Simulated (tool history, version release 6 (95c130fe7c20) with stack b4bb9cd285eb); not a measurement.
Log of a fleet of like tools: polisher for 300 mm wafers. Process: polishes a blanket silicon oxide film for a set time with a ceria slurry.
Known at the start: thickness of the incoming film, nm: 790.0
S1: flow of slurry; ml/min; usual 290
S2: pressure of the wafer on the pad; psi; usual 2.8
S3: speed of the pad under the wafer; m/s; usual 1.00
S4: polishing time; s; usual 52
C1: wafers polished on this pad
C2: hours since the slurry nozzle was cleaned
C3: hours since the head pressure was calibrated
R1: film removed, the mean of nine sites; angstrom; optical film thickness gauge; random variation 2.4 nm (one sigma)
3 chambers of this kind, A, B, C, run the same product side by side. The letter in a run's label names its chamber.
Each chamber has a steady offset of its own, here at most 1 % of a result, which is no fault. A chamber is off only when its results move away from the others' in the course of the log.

Run 1B, hour 11.1: usual settings; C1 273; C2 466.5; C3 942.6. Result: R1 2190.4 angstrom.
At hour 17.6: chamber B: slurry nozzle cleaned.
Run 2C, hour 22.4: usual settings; C1 698; C2 422.2; C3 161.0. Result: R1 2171.6 angstrom.
At hour 29.3: chamber C: worn pad replaced by a new one.
Run 3A, hour 35.2: usual settings; C1 455; C2 207.0; C3 179.8. Result: R1 2177.2 angstrom.
At hour 39.8: chamber B: head pressure recalibrated.
Run 4B, hour 49.7: usual settings; C1 528; C2 32.2; C3 10.0. Result: R1 2131.5 angstrom.
Run 5C, hour 58.4: usual settings; C1 191; C2 458.2; C3 197.0. Result: R1 2113.6 angstrom.
At hour 59.8: chamber B: worn pad replaced by a new one.
At hour 60.6: chamber A: slurry nozzle cleaned.
Run 6A, hour 72.9: usual settings; C1 703; C2 12.4; C3 217.5. Result: R1 2139.4 angstrom.
At hour 85.7: chamber C: slurry nozzle cleaned.
Run 7B, hour 86.9: usual settings; C1 178; C2 69.4; C3 47.2. Result: R1 2169.7 angstrom.
Run 8A, hour 94.6: usual settings; C1 846; C2 34.1; C3 239.2. Result: R1 2192.7 angstrom.
Run 9C, hour 101.9: usual settings; C1 478; C2 16.3; C3 240.5. Result: R1 2152.9 angstrom.
Run 10C, hour 113.6: usual settings; C1 555; C2 28.0; C3 252.2. Result: R1 2155.8 angstrom.
Run 11B, hour 122.6: usual settings; C1 414; C2 105.1; C3 82.9. Result: R1 2142.6 angstrom.
Run 12A, hour 131.0: usual settings; C1 1086; C2 70.5; C3 275.6. Result: R1 2149.9 angstrom.
At hour 135.4: chamber C: worn pad replaced by a new one.
Run 13A, hour 141.4: usual settings but S3 1.24 m/s; C1 1154; C2 80.9; C3 286.0. Result: R1 2697.5 angstrom.
Run 14C, hour 150.4: usual settings but S3 1.24 m/s; C1 98; C2 64.8; C3 289.0. Result: R1 2697.2 angstrom.
At hour 154.1: chamber B: worn pad replaced by a new one.
At hour 159.6: chamber A: worn pad replaced by a new one.
Run 15B, hour 161.1: usual settings but S3 1.24 m/s; C1 46; C2 143.6; C3 121.4. Result: R1 2688.6 angstrom.
Run 16A, hour 169.8: usual settings; C1 67; C2 109.3; C3 314.4. Result: R1 2099.8 angstrom.
Run 17B, hour 178.1: usual settings; C1 158; C2 160.6; C3 138.4. Result: R1 2211.4 angstrom.
Run 18C, hour 189.7: usual settings; C1 357; C2 104.1; C3 328.3. Result: R1 2105.5 angstrom.
Run 19C, hour 199.3: usual settings; C1 421; C2 113.7; C3 337.9. Result: R1 2134.7 angstrom.
Run 20B, hour 213.7: usual settings; C1 392; C2 196.2; C3 174.0. Result: R1 2180.8 angstrom.
Run 21A, hour 225.5: usual settings; C1 434; C2 165.0; C3 370.1. Result: R1 2158.4 angstrom.
Run 22A, hour 234.3: usual settings; C1 492; C2 173.8; C3 378.9. Result: R1 2206.0 angstrom.
Run 23C, hour 248.3: usual settings; C1 744; C2 162.7; C3 386.9. Result: R1 2123.3 angstrom.

Next, every chamber runs the same settings. What will each give?
Run 24A, hour 258.7: usual settings but S2 1.9 psi. Result: R1 ?.
Run 24B, hour 258.7: usual settings but S2 1.9 psi. Result: R1 ?.
Run 24C, hour 258.7: usual settings but S2 1.9 psi. Result: R1 ?.

run      R1
24A  1495.2
24B  1477.7
24C  1460.7
